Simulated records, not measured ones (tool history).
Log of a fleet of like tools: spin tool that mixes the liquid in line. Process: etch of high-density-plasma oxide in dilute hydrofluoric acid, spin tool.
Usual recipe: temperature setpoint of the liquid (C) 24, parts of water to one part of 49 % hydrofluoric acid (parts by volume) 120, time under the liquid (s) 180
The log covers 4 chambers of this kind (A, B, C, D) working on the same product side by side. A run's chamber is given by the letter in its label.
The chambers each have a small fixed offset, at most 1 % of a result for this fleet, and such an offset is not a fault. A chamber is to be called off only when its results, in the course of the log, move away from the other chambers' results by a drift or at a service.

run,hour,temperature setpoint of the liquid (C),parts of water to one part of 49 % hydrofluoric acid (parts by volume),time under the liquid (s),"read-back film thickness of the high-density-plasma oxide reference wafer, read on the same gauge (nm)",thickness taken off the high-density-plasma oxide on a monitor wafer (Å)
1A,8.7,24,120,180,119.99,81.406
2D,14.2,24,120,180,120,81.252
3C,21.2,24,120,180,120.02,81.122
4B,29.3,24,120,180,119.98,81.45
5B,41.1,24,120,180,119.98,80.818
6C,49.1,27,120,230,119.97,116.9
7D,59.3,27,120,230,119.99,117.28
8A,69.3,27,120,230,119.99,114.45
9C,77.6,27,120,230,119.96,116.23
10A,83.1,24,120,180,120,79.953
11D,92,24,120,180,120,82.415
12B,100.4,24,120,180,120,81.031
13B,108.7,24,120,180,120.02,81.383
14C,119.9,24,120,180,120.02,81.718
15A,127.5,24,120,180,120.06,78.252
16D,135.7,24,120,180,119.99,81.918
17B,141.1,24,120,180,120.02,81.31
# hour 142.2: chamber D: thermometer replaced
18D,150.9,24,120,180,119.98,81.444
19C,158.4,24,120,180,120,81.056
20A,168.5,24,120,180,119.99,77.573
21C,178.1,24,120,180,119.98,80.656
22B,189,24,120,180,120,81.353
23D,196.1,24,120,180,119.98,81.654
24A,203.1,24,120,180,119.96,76.594

All 4 chambers run these settings next. Forecast each chamber's results:
25A,211.6,24,120,180,,?
25B,211.6,24,120,180,,?
25C,211.6,24,120,180,,?
25D,211.6,24,120,180,,?

run,thickness taken off the high-density-plasma oxide on a monitor wafer (Å)
25A,76.463
25B,80.966
25C,80.77
25D,81.458

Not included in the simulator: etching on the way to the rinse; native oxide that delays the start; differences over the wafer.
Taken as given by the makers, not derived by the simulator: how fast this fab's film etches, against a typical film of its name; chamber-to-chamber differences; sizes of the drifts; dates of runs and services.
